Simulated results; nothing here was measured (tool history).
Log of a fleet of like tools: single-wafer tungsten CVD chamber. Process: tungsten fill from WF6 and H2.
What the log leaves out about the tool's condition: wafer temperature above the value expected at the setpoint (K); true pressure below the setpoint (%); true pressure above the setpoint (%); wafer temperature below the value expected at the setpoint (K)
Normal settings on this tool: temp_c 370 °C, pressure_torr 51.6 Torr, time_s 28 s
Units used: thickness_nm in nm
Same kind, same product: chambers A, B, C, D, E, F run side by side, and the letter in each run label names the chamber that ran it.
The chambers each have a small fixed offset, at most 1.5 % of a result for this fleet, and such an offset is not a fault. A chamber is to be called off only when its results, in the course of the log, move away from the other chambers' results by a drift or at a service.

run   hour  temp_c  pressure_torr  time_s  hours since the last thermocouple change  hours since the last manometer calibration  read-back reference wafer on the same gauge, thickness_nm  thickness_nm
 1F   11.3     370           51.6      28                                    1743.2                                       567.6                                                     59.296        57.461
 2E   21.5     370           51.6      28                                     876.5                                        93.4                                                     59.324        58.323
 3C   27.5     370           51.6      28                                     290.3                                      1635.6                                                     59.252        57.708
 4B   37.3     370           51.6      28                                    2787.7                                       981.9                                                     59.256        57.071
 5A     47     370           51.6      28                                      1935                                       410.8                                                     59.308        57.701
 6D   56.2     370           51.6      28                                    2618.7                                         486                                                     59.313        57.241
 7B   61.9     370           51.6      28                                    2812.3                                      1006.5                                                     59.334        57.041
 8C   73.1     370           51.6      28                                     335.9                                      1681.2                                                     59.316        57.713
 9E   81.6     370           55.5      28                                     936.6                                       153.5                                                     59.259        60.504
      86.6  -- chamber D: thermocouple changed; heater temperature recalibrated
10F   86.6     370           55.5      28                                    1818.5                                       642.9                                                     59.311        59.227
11D   96.2     370           55.5      28                                       9.6                                         526                                                     59.288        58.985
     103.2  -- chamber F: thermocouple changed; heater temperature recalibrated
     103.9  -- chamber B: thermocouple changed; heater temperature recalibrated
12A  105.6     370           55.5      28                                    1993.6                                       469.4                                                     59.295        59.251
     107.8  -- chamber C: capacitance manometer re-zeroed and calibrated
13E  115.7     370           55.5      28                                     970.7                                       187.6                                                     59.285        59.903
14C  125.4     370           55.5      28                                     388.2                                        17.6                                                     59.244        59.369
15D  134.5     370           51.6      28                                      47.9                                       564.3                                                     59.316        56.988
16F  143.3     370           51.6      28                                      40.1                                       699.6                                                     59.342        57.474
17A  150.6     370           51.6      28                                    2038.6                                       514.4                                                     59.282        57.562
18B  159.6     370           51.6      28                                      55.8                                      1104.2                                                     59.308         56.77
19C  168.9     370           51.6      28                                     431.7                                        61.1                                                     59.283        57.923
20A  174.8     370           51.6      28                                    2062.8                                       538.6                                                     59.322        57.146
21D  184.3     370           58.8      28                                      97.7                                       614.1                                                     59.285        59.907
22F  190.2     370           58.8      28                                        87                                       746.5                                                     59.324        61.007
23E  198.9     370           58.8      28                                    1053.9                                       270.8                                                     59.287        61.944
24B    210     370           58.8      28                                     106.2                                      1154.6                                                     59.328        60.184
25E  219.3     370           58.8      28                                    1074.3                                       291.2                                                     59.265        61.402
26B    230     370           58.8      28                                     126.2                                      1174.6                                                     59.349        60.379
27F  237.3     370           51.6    24.8                                     134.1                                       793.6                                                     59.279        51.042
28A  246.1     370           51.6    24.8                                    2134.1                                       609.9                                                      59.27        50.826
29C  252.5     370           51.6    24.8                                     515.3                                       144.7                                                     59.294        51.165
30D  259.1     370           51.6    24.8                                     172.5                                       688.9                                                     59.279        49.414
31B  269.2     370           51.6    24.8                                     165.4                                      1213.8                                                     59.325        50.725
32C  275.7     370           51.6    24.8                                     538.5                                       167.9                                                     59.254        50.967
33E  284.7     370           51.6      28                                    1139.7                                       356.6                                                     59.342         57.92
34A  290.3     370           51.6      28                                    2178.3                                       654.1                                                     59.322        57.286
35D  295.2     364           51.6    33.2                                     208.6                                         725                                                     59.299        58.315
36F  300.4     364           51.6    33.2                                     197.2                                       856.7                                                     59.274        60.082
37E  310.6     364           51.6    33.2                                    1165.6                                       382.5                                                     59.348        61.063

Is one chamber out of step, is the gauge drifting, or do the chambers differ by no more than their own small offsets? For an off chamber, give its letter and the likeliest cause.

Little by little, chamber D moves away from the other chambers.
Likeliest cause: true pressure below the setpoint (%) = 7.96.

Which of the 4 candidates below, each the usual settings with something changed and its results left as question marks, puts chamber D back in line with what the other chambers give on the usual settings?
A result is in line if it is within this distance of the other chambers' mean on the usual settings: thickness_nm 0.7 nm
38D-1  318.7     369           51.2    27.7                                                                                                                                                              ?
38D-2  318.7     371             52    28.3                                                                                                                                                              ?
38D-3  318.7     370           51.6    30.3                                                                                                                                                              ?
38D-4  318.7     370           43.7      28                                                                                                                                                              ?

Average result of the remaining chambers running the usual settings: thickness_nm 57.616 nm
  run  thickness_nm
38D-1        53.516
38D-2        57.457
38D-3         60.04
38D-4        51.261
38D-2 is the one that brings the chamber's results back in line with the other chambers.
